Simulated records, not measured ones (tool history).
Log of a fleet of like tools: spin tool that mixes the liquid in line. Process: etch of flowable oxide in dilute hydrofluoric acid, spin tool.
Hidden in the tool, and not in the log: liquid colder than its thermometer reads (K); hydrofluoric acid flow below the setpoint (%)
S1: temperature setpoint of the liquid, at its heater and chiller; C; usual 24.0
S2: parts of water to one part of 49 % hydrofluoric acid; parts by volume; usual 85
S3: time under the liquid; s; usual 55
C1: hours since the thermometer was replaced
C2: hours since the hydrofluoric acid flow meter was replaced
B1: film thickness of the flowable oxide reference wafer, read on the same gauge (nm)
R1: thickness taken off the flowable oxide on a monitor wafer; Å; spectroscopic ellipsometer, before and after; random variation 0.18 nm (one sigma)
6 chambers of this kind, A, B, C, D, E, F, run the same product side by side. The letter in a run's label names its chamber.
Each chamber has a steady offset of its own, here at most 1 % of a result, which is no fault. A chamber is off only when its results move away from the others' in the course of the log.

{"run": "1F", "day": 0.512, "S1": 24.0, "S2": 85, "S3": 55, "C1": 739.4, "C2": 373.7, "B1": 140.03, "R1": 302.05}
{"run": "2C", "day": 0.912, "S1": 24.0, "S2": 85, "S3": 55, "C1": 480.1, "C2": 795.3, "B1": 140.01, "R1": 304.8}
{"run": "3A", "day": 1.342, "S1": 24.0, "S2": 85, "S3": 55, "C1": 1842.4, "C2": 166.5, "B1": 140.01, "R1": 305.16}
{"run": "4D", "day": 1.808, "S1": 24.0, "S2": 85, "S3": 55, "C1": 236.2, "C2": 64.1, "B1": 140.01, "R1": 304.88}
{"run": "5B", "day": 2.208, "S1": 24.0, "S2": 85, "S3": 55, "C1": 930.6, "C2": 558.9, "B1": 139.98, "R1": 304.4}
{"run": "6E", "day": 2.671, "S1": 24.0, "S2": 85, "S3": 55, "C1": 683.1, "C2": 1169.8, "B1": 140.0, "R1": 301.86}
{"run": "7E", "day": 3.204, "S1": 24.0, "S2": 85, "S3": 40, "C1": 695.9, "C2": 1182.6, "B1": 140.01, "R1": 222.79}
{"day": 3.496, "done": "chamber E: hydrofluoric acid flow meter replaced"}
{"run": "8C", "day": 3.633, "S1": 24.0, "S2": 85, "S3": 40, "C1": 545.4, "C2": 860.6, "B1": 139.97, "R1": 221.61}
{"run": "9B", "day": 3.962, "S1": 24.0, "S2": 85, "S3": 40, "C1": 972.7, "C2": 601.0, "B1": 140.0, "R1": 220.86}
{"run": "10F", "day": 4.488, "S1": 24.0, "S2": 85, "S3": 40, "C1": 834.8, "C2": 469.1, "B1": 140.01, "R1": 219.06}
{"run": "11A", "day": 5.033, "S1": 24.0, "S2": 85, "S3": 40, "C1": 1931.0, "C2": 255.1, "B1": 139.98, "R1": 222.63}
{"run": "12D", "day": 5.288, "S1": 24.0, "S2": 85, "S3": 40, "C1": 319.7, "C2": 147.6, "B1": 140.0, "R1": 222.41}
{"day": 5.592, "done": "chamber B: thermometer replaced"}
{"run": "13F", "day": 5.604, "S1": 24.0, "S2": 85, "S3": 55, "C1": 861.6, "C2": 495.9, "B1": 140.03, "R1": 302.55}
{"run": "14C", "day": 5.896, "S1": 24.0, "S2": 85, "S3": 55, "C1": 599.7, "C2": 914.9, "B1": 140.0, "R1": 303.19}
{"run": "15E", "day": 6.367, "S1": 24.0, "S2": 85, "S3": 55, "C1": 771.8, "C2": 68.9, "B1": 140.01, "R1": 302.67}
{"run": "16D", "day": 6.625, "S1": 26.5, "S2": 85, "S3": 85, "C1": 351.8, "C2": 179.7, "B1": 140.02, "R1": 521.03}
{"day": 6.654, "done": "chamber C: hydrofluoric acid flow meter replaced"}
{"run": "17B", "day": 6.933, "S1": 26.5, "S2": 85, "S3": 85, "C1": 32.3, "C2": 672.3, "B1": 140.0, "R1": 520.11}
{"run": "18A", "day": 7.312, "S1": 26.5, "S2": 85, "S3": 85, "C1": 1985.7, "C2": 309.8, "B1": 140.0, "R1": 525.85}
{"run": "19D", "day": 7.588, "S1": 26.5, "S2": 85, "S3": 85, "C1": 374.9, "C2": 202.8, "B1": 139.98, "R1": 518.46}
{"run": "20F", "day": 8.108, "S1": 26.5, "S2": 85, "S3": 85, "C1": 921.7, "C2": 556.0, "B1": 139.98, "R1": 508.78}
{"run": "21C", "day": 8.529, "S1": 26.5, "S2": 85, "S3": 85, "C1": 662.9, "C2": 45.0, "B1": 139.99, "R1": 520.67}
{"run": "22A", "day": 8.979, "S1": 24.0, "S2": 85, "S3": 55, "C1": 2025.7, "C2": 349.8, "B1": 140.0, "R1": 306.26}
{"run": "23B", "day": 9.246, "S1": 24.0, "S2": 85, "S3": 55, "C1": 87.8, "C2": 727.8, "B1": 140.0, "R1": 305.44}
{"run": "24E", "day": 9.704, "S1": 24.0, "S2": 85, "S3": 55, "C1": 851.9, "C2": 149.0, "B1": 139.99, "R1": 304.74}
{"run": "25B", "day": 10.212, "S1": 24.0, "S2": 85, "S3": 20, "C1": 111.0, "C2": 751.0, "B1": 140.01, "R1": 111.43}
{"run": "26A", "day": 10.767, "S1": 24.0, "S2": 85, "S3": 20, "C1": 2068.6, "C2": 392.7, "B1": 139.98, "R1": 112.41}
{"run": "27C", "day": 11.267, "S1": 24.0, "S2": 85, "S3": 20, "C1": 728.6, "C2": 110.7, "B1": 140.01, "R1": 111.65}
{"run": "28E", "day": 11.65, "S1": 24.0, "S2": 85, "S3": 20, "C1": 898.6, "C2": 195.7, "B1": 140.02, "R1": 111.36}
{"run": "29F", "day": 12.15, "S1": 24.0, "S2": 85, "S3": 20, "C1": 1018.7, "C2": 653.0, "B1": 140.0, "R1": 107.19}
{"run": "30D", "day": 12.512, "S1": 24.0, "S2": 85, "S3": 20, "C1": 493.1, "C2": 321.0, "B1": 140.0, "R1": 110.38}
{"run": "31E", "day": 12.871, "S1": 24.0, "S2": 85, "S3": 55, "C1": 927.9, "C2": 225.0, "B1": 140.02, "R1": 307.1}
{"run": "32C", "day": 13.171, "S1": 24.0, "S2": 85, "S3": 55, "C1": 774.3, "C2": 156.4, "B1": 140.0, "R1": 304.62}
{"run": "33A", "day": 13.508, "S1": 24.0, "S2": 120, "S3": 25, "C1": 2134.4, "C2": 458.5, "B1": 140.0, "R1": 94.538}
{"run": "34D", "day": 13.942, "S1": 24.0, "S2": 120, "S3": 25, "C1": 527.4, "C2": 355.3, "B1": 139.99, "R1": 94.896}
{"run": "35F", "day": 14.267, "S1": 24.0, "S2": 120, "S3": 25, "C1": 1069.5, "C2": 703.8, "B1": 140.01, "R1": 89.536}
{"run": "36B", "day": 14.721, "S1": 24.0, "S2": 120, "S3": 25, "C1": 219.2, "C2": 859.2, "B1": 140.01, "R1": 95.001}
{"run": "37C", "day": 15.004, "S1": 24.0, "S2": 120, "S3": 25, "C1": 818.3, "C2": 200.4, "B1": 140.01, "R1": 94.223}
{"run": "38F", "day": 15.362, "S1": 24.0, "S2": 120, "S3": 25, "C1": 1095.8, "C2": 730.1, "B1": 140.01, "R1": 88.875}
{"day": 15.488, "done": "chamber B: hydrofluoric acid flow meter replaced"}
{"run": "39D", "day": 15.792, "S1": 24.0, "S2": 85, "S3": 55, "C1": 571.8, "C2": 399.7, "B1": 140.01, "R1": 306.66}
{"run": "40B", "day": 16.058, "S1": 24.0, "S2": 85, "S3": 55, "C1": 251.3, "C2": 13.7, "B1": 139.98, "R1": 300.9}
{"run": "41A", "day": 16.425, "S1": 24.0, "S2": 85, "S3": 80, "C1": 2204.4, "C2": 528.5, "B1": 140.0, "R1": 444.54}
{"run": "42E", "day": 16.904, "S1": 24.0, "S2": 85, "S3": 80, "C1": 1024.7, "C2": 321.8, "B1": 139.98, "R1": 446.52}

Is one chamber off against the others, does the gauge drift, or is nothing wrong? If a chamber is off, say which, and what the likeliest cause is.

Chamber F drifts away from the others.
Cause: hydrofluoric acid flow below the setpoint (%) = 4.48.
The log may not tell that from: liquid colder than its thermometer reads (K).

Here are 4 candidates for chamber F's next run, each the usual settings with a change, their results left as question marks. Which one brings its results back in line with what the others give on the usual settings?
In line means no further than this from the other chambers' mean on the usual settings: R1 6.400 Å
{"run": "43F-1", "day": 17.304, "S1": 23.5, "S2": 85, "S3": 55, "R1": "?"}
{"run": "43F-2", "day": 17.304, "S1": 25.5, "S2": 85, "S3": 55, "R1": "?"}
{"run": "43F-3", "day": 17.304, "S1": 24.0, "S2": 90, "S3": 55, "R1": "?"}
{"run": "43F-4", "day": 17.304, "S1": 24.5, "S2": 85, "S3": 55, "R1": "?"}

The other chambers' mean on the usual settings: R1 305.520 Å
run=43F-1 R1=280.490
run=43F-2 R1=303.370
run=43F-3 R1=268.270
run=43F-4 R1=291.810
43F-2 brings the chamber back in line.

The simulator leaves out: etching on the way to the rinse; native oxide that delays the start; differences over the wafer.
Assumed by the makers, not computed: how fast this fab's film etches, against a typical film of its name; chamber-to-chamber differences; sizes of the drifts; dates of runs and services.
